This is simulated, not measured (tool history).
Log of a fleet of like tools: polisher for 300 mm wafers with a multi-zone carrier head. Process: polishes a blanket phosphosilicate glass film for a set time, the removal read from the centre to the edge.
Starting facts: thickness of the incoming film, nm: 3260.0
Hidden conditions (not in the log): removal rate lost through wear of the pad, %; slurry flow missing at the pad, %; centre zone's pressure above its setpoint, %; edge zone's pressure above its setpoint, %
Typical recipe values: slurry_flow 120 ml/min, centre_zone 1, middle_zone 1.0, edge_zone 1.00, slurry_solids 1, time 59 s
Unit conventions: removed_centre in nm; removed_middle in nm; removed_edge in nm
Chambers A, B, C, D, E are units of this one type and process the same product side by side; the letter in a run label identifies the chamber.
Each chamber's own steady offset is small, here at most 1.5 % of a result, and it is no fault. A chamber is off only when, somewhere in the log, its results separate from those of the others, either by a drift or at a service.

run   hour  slurry_flow  centre_zone  middle_zone  edge_zone  slurry_solids  time  wafers polished on this pad  hours since the slurry nozzle was cleaned  hours since the centre zone pressure was calibrated  hours since the edge zone pressure was calibrated  removed_centre  removed_middle  removed_edge
       1.4  -- chamber C: slurry nozzle cleaned
       3.3  -- chamber B: centre zone pressure recalibrated
 1C    5.6          120            1          1.0       1.00              1    59                         1096                                        4.2                                                 88.6                                             1201.6          362.30          363.61        369.39
 2A    9.7          120            1          1.0       1.00              1    59                          181                                       72.1                                                299.8                                              809.5          365.85          366.43        374.00
 3E   14.6          120            1          1.0       1.00              1    59                          717                                      306.1                                               1234.5                                              359.7          365.91          377.32        375.12
      16.6  -- chamber E: worn pad replaced by a new one
 4B   18.1          120            1          1.0       1.00              1    59                          327                                      229.5                                                 14.8                                              287.2          367.80          373.40        368.44
 5D   25.0          120            1          1.0       1.00              1    59                          985                                       90.4                                                428.2                                              395.1          366.72          375.92        370.29
 6D   31.1          120            1          1.0       1.00              1    59                         1045                                       96.5                                                434.3                                              401.2          373.71          361.58        365.88
 7B   34.6          120            1          1.0       1.00              1    59                          489                                      246.0                                                 31.3                                              303.7          369.39          373.61        369.69
 8A   40.2          120            1          1.0       1.00              1    59                          481                                      102.6                                                330.3                                              840.0          362.06          364.55        366.02
 9E   43.6          120            1          1.0       1.00              1    59                          265                                      335.1                                               1263.5                                              388.7          361.37          364.21        370.73
10C   49.1          130            1          1.0       1.00              1    59                         1524                                       47.7                                                132.1                                             1245.1          374.36          359.84        365.20
11D   55.1          130            1          1.0       1.00              1    59                         1280                                      120.5                                                458.3                                              425.2          375.44          373.39        363.81
      55.2  -- chamber E: slurry nozzle cleaned
      55.9  -- chamber C: worn pad replaced by a new one
12B   62.3          130            1          1.0       1.00              1    59                          761                                      273.7                                                 59.0                                              331.4          374.31          369.74        365.54
13E   66.2          130            1          1.0       1.00              1    59                          487                                       11.0                                               1286.1                                              411.3          374.93          382.95        374.33
14A   72.7          130            1          1.0       1.00              1    59                          800                                      135.1                                                362.8                                              872.5          369.83          374.90        383.15
15C   79.1          120            1          1.0       1.00              1    59                          227                                       77.7                                                162.1                                             1275.1          367.42          372.75        365.91
16A   83.9          120            1          1.0       1.00              1    59                          910                                      146.3                                                374.0                                              883.7          363.38          369.62        370.31
17B   89.4          120            1          0.9       0.95              1    59                         1027                                      300.8                                                 86.1                                              358.5          366.91          334.19        355.80
      90.8  -- chamber E: worn pad replaced by a new one
      93.2  -- chamber A: worn pad replaced by a new one
18E   95.4          120            1          0.9       0.95              1    59                           45                                       40.2                                               1315.3                                              440.5          363.14          341.85        359.34
19C   99.2          120            1          0.9       0.95              1    59                          425                                       97.8                                                182.2                                             1295.2          362.19          340.81        356.44
20D  104.5          120            1          0.9       0.95              1    59                         1765                                      169.9                                                507.7                                              474.6          355.38          316.96        358.28
21D  108.5          120            1          0.9       0.95              1    59                         1805                                      173.9                                                511.7                                              478.6          362.81          320.37        349.12
22C  113.6          120            1          1.0       1.00              1    59                          566                                      112.2                                                196.6                                             1309.6          366.94          364.87        366.50
23B  119.1          120            1          1.0       1.08              1    59                         1319                                      330.5                                                115.8                                              388.2          371.19          369.96        383.03
     123.5  -- chamber B: worn pad replaced by a new one
24E  124.5          120            1          1.0       1.08              1    59                          331                                       69.3                                               1344.4                                              469.6          361.28          371.88        391.70
     127.7  -- chamber C: edge zone pressure recalibrated
25A  129.7          120            1          1.0       1.08              1    59                          358                                      192.1                                                419.8                                              929.5          367.02          371.17        393.55
26B  133.7          120            1          1.0       1.08              1    59                          100                                      345.1                                                130.4                                              402.8          369.59          367.58        376.11
27C  140.2          120            1          1.0       1.08              1    59                          827                                      138.8                                                223.2                                               12.5          363.95          366.13        382.33
28A  147.0          120            1          1.0       1.00              1    59                          528                                      209.4                                                437.1                                              946.8          365.52          366.15        365.17
29D  151.7          120            1          1.0       1.00              1    59                         2229                                      217.1                                                554.9                                              521.8          348.31          351.44        354.93
30E  155.3          120            1          1.0       1.00              1    59                          633                                      100.1                                               1375.2                                              500.4          362.78          374.15        371.30
31E  160.2          120            1          1.0       1.12              1    66                          681                                      105.0                                               1380.1                                              505.3          409.71          408.36        442.13
32D  165.2          120            1          1.0       1.12              1    66                         2361                                      230.6                                                568.4                                              535.3          388.75          391.87        422.53
33B  169.0          120            1          1.0       1.12              1    66                          447                                      380.4                                                165.7                                              438.1          409.36          414.22        435.31
34C  173.5          120            1          1.0       1.12              1    66                         1154                                      172.1                                                256.5                                               45.8          407.80          417.74        425.80
     178.9  -- chamber E: worn pad replaced by a new one
35A  180.0          120            1          1.0       1.12              1    66                          852                                      242.4                                                470.1                                              979.8          408.52          416.33        434.03
36E  185.0          120            1          1.0       1.00              1    59                           60                                      129.8                                               1404.9                                              530.1          365.23          374.55        371.09
     187.0  -- chamber C: worn pad replaced by a new one
37D  191.7          120            1          1.0       1.00              1    59                         2622                                      257.1                                                594.9                                              561.8          343.59          343.77        348.32
38B  196.8          120            1          1.0       1.00              1    42                          720                                      408.2                                                193.5                                              465.9          261.11          265.27        260.32
39C  201.2          120            1          1.0       1.00              1    42                          139                                      199.8                                                284.2                                               73.5          264.06          261.25        260.14

Read the log: is a single chamber off, either drifting away or since a service, is the gauge that measures every chamber drifting, or is nothing wrong beyond small per-chamber offsets? Name any odd chamber and what most likely caused it.

Little by little, chamber D moves away from the other chambers.
Cause: removal rate lost through wear of the pad, % = 7.31.
The log may not separate it from: slurry flow missing at the pad, %.

Here are 4 candidates for chamber D's next run, each the usual settings with a change, their results left as question marks. Which one brings its results back in line with what the others give on the usual settings?
A result is in line if it is within this distance of the other chambers' mean on the usual settings: removed_centre 8.80 nm; removed_middle 17.00 nm; removed_edge 15.00 nm
40D-1  206.3          120         1.00         1.00       1.00           1.00    63                                                                                                                                                                                               ?               ?             ?
40D-2  206.3          120         0.99         1.01       1.00           1.05    65                                                                                                                                                                                               ?               ?             ?
40D-3  206.3          120         1.01         0.99       1.00           0.95    54                                                                                                                                                                                               ?               ?             ?
40D-4  206.3          120         1.00         1.00       1.00           1.00    55                                                                                                                                                                                               ?               ?             ?

On the usual settings, the other chambers give on average: removed_centre 365.53 nm; removed_middle 368.28 nm; removed_edge 368.62 nm
  run  removed_centre  removed_middle  removed_edge
40D-1          366.16          364.71        367.06
40D-2          381.88          388.13        387.00
40D-3          309.91          302.52        307.36
40D-4          319.67          318.40        320.45
Change 40D-1 lands the chamber within the allowed miss of the other chambers.
